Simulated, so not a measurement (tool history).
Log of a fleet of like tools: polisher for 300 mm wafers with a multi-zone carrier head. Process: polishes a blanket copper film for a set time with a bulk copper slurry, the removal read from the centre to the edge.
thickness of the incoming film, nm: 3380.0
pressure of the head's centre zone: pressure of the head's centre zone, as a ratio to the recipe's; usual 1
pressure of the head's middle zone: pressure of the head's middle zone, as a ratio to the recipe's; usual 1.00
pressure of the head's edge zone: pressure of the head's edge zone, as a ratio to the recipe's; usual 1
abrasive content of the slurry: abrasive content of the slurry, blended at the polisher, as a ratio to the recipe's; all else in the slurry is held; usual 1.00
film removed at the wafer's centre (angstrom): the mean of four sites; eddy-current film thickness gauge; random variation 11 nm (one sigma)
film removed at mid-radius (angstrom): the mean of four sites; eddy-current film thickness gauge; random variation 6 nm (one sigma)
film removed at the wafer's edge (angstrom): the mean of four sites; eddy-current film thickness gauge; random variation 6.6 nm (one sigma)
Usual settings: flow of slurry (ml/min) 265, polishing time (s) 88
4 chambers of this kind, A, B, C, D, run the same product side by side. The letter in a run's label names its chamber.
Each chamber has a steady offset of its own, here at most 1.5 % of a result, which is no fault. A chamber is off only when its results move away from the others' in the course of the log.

run	hour	flow of slurry (ml/min)	pressure of the head's centre zone	pressure of the head's middle zone	pressure of the head's edge zone	abrasive content of the slurry	polishing time (s)	wafers polished on this pad	hours since the slurry nozzle was cleaned	hours since the centre zone pressure was calibrated	hours since the edge zone pressure was calibrated	film removed at the wafer's centre (angstrom)	film removed at mid-radius (angstrom)	film removed at the wafer's edge (angstrom)
1A	8.0	265	1	1.00	1	1.00	88	235	226.1	182.3	414.9	7236.9	7118.4	7166.0
# hour 18.9: chamber D: worn pad replaced by a new one
2C	21.8	265	1	1.00	1	1.00	88	786	237.5	215.4	71.6	7145.5	7060.1	7050.8
# hour 25.1: chamber C: worn pad replaced by a new one
3B	29.6	265	1	1.00	1	1.00	88	597	65.9	221.0	627.4	7033.7	7120.5	7194.8
4D	37.2	265	1	1.00	1	1.00	88	216	535.2	175.6	973.3	7035.1	7137.1	7222.2
5D	45.3	265	1	1.00	1	1.25	88	312	543.3	183.7	981.4	7631.5	7430.9	7577.7
6A	52.7	265	1	1.00	1	1.25	88	765	270.8	227.0	459.6	7671.7	7628.2	7572.4
# hour 63.8: chamber A: worn pad replaced by a new one
7B	64.4	265	1	1.00	1	1.25	88	1009	100.7	255.8	662.2	7572.1	7593.2	7469.1
# hour 66.8: chamber A: edge zone pressure recalibrated
8C	72.6	265	1	1.00	1	1.25	88	562	288.3	266.2	122.4	7437.8	7377.2	7447.4
# hour 78.6: chamber B: worn pad replaced by a new one
9D	80.7	265	1	1.00	1	1.00	88	731	578.7	219.1	1016.8	7262.5	7167.3	7151.8
10A	94.5	265	1	1.00	1	1.00	88	364	312.6	268.8	27.7	7342.7	7172.0	7205.4
# hour 100.3: chamber C: worn pad replaced by a new one
11C	104.3	265	1	1.00	1	1.00	88	47	320.0	297.9	154.1	7100.2	7040.5	7210.7
12B	111.7	265	1	1.00	1	1.00	88	392	148.0	303.1	709.5	7295.9	7081.8	7194.4
13C	118.1	265	1	1.00	1	1.00	88	210	333.8	311.7	167.9	7047.5	7086.0	7033.6
14A	126.8	265	1	1.00	1	1.00	88	746	344.9	301.1	60.0	7204.1	7237.7	7137.2
# hour 131.1: chamber D: worn pad replaced by a new one
15B	138.4	265	1	1.00	1	1.00	88	708	174.7	329.8	736.2	7230.0	7143.6	7195.5
# hour 139.8: chamber A: worn pad replaced by a new one
# hour 146.9: chamber B: edge zone pressure recalibrated
# hour 148.7: chamber A: slurry nozzle cleaned
16D	151.6	265	1	1.00	1	1.00	88	243	649.6	290.0	1087.7	7161.7	7077.7	7348.5
17D	159.1	265	1	1.00	1	1.00	88	332	657.1	297.5	1095.2	7140.0	7046.9	7288.1
# hour 166.4: chamber C: centre zone pressure recalibrated
# hour 167.4: chamber B: worn pad replaced by a new one
18A	168.8	265	1	1.00	1	1.00	88	343	20.2	343.1	102.0	7153.3	7211.9	7168.7
# hour 181.1: chamber C: worn pad replaced by a new one
# hour 181.4: chamber D: slurry nozzle cleaned
19B	182.6	265	1	1.00	1	1.00	88	179	218.9	374.0	35.7	7170.3	7201.9	7214.2
# hour 185.6: chamber C: slurry nozzle cleaned
20C	192.0	265	1	1.00	1	1.00	88	129	6.5	25.6	241.8	7160.9	7182.5	7280.7
# hour 202.1: chamber D: centre zone pressure recalibrated
21C	204.3	265	1	1.00	1	1.00	88	275	18.8	37.9	254.1	7017.9	7092.3	7173.3
# hour 213.2: chamber A: worn pad replaced by a new one
22A	218.3	265	1	1.07	1	0.90	88	61	69.7	392.6	151.5	7402.3	7481.8	7080.4
# hour 224.3: chamber D: worn pad replaced by a new one
23B	228.5	265	1	1.07	1	0.90	88	723	264.8	419.9	81.6	7045.0	7525.5	6963.6
24D	235.5	265	1	1.07	1	0.90	88	133	54.2	33.5	1171.6	6862.1	7408.3	6893.8
# hour 245.6: chamber C: worn pad replaced by a new one
25C	246.8	265	1	1.07	1	0.90	88	15	61.3	80.4	296.6	7022.3	7511.0	6970.2
26A	256.8	265	1	1.00	1	1.00	88	517	108.2	431.1	190.0	7522.3	7174.3	7193.5
# hour 266.0: chamber B: worn pad replaced by a new one
27B	267.4	265	1	1.00	1	1.00	88	16	303.7	458.8	120.5	7445.3	7255.5	7131.2
# hour 278.2: chamber A: worn pad replaced by a new one
28D	281.4	315	1	1.00	1	1.25	88	676	100.1	79.4	1217.5	7804.9	7554.0	7856.1
# hour 287.1: chamber D: edge zone pressure recalibrated
29C	290.0	315	1	1.00	1	1.25	88	526	104.5	123.6	339.8	7664.8	7540.4	7582.8
30A	302.9	315	1	1.00	1	1.25	88	292	154.3	477.2	236.1	8414.4	7616.1	7713.0
31D	310.0	315	1	1.00	1	1.25	88	1015	128.7	108.0	23.0	7539.8	7677.0	7710.2
# hour 315.1: chamber B: slurry nozzle cleaned
# hour 318.3: chamber C: worn pad replaced by a new one
32B	318.3	265	1	1.00	1	1.00	88	619	3.3	509.7	171.4	7204.0	7217.1	7148.5
# hour 324.1: chamber D: worn pad replaced by a new one
33C	329.8	265	1	1.00	1	1.00	88	136	144.3	163.4	379.6	7297.2	7073.7	7266.0
34D	340.9	265	1	1.00	1	1.00	88	198	159.6	138.9	53.9	7354.0	7150.1	7208.6
35A	352.5	265	1	1.00	1	1.00	88	880	203.9	526.8	285.7	7889.4	7183.9	7251.6
# hour 358.5: chamber B: worn pad replaced by a new one
36B	364.2	265	1	1.00	1	1.00	88	68	49.2	555.6	217.3	7189.0	7129.9	7085.4

Next, every chamber runs the same settings. What will each give?
37A	374.3	265	1	1.00	1	0.75	88					?	?	?
37B	374.3	265	1	1.00	1	0.75	88					?	?	?
37C	374.3	265	1	1.00	1	0.75	88					?	?	?
37D	374.3	265	1	1.00	1	0.75	88					?	?	?

run	film removed at the wafer's centre (angstrom)	film removed at mid-radius (angstrom)	film removed at the wafer's edge (angstrom)
37A	7500.0	6770.3	6666.6
37B	6765.0	6892.7	6678.5
37C	6806.6	6657.3	6771.6
37D	6717.9	6680.8	6855.4
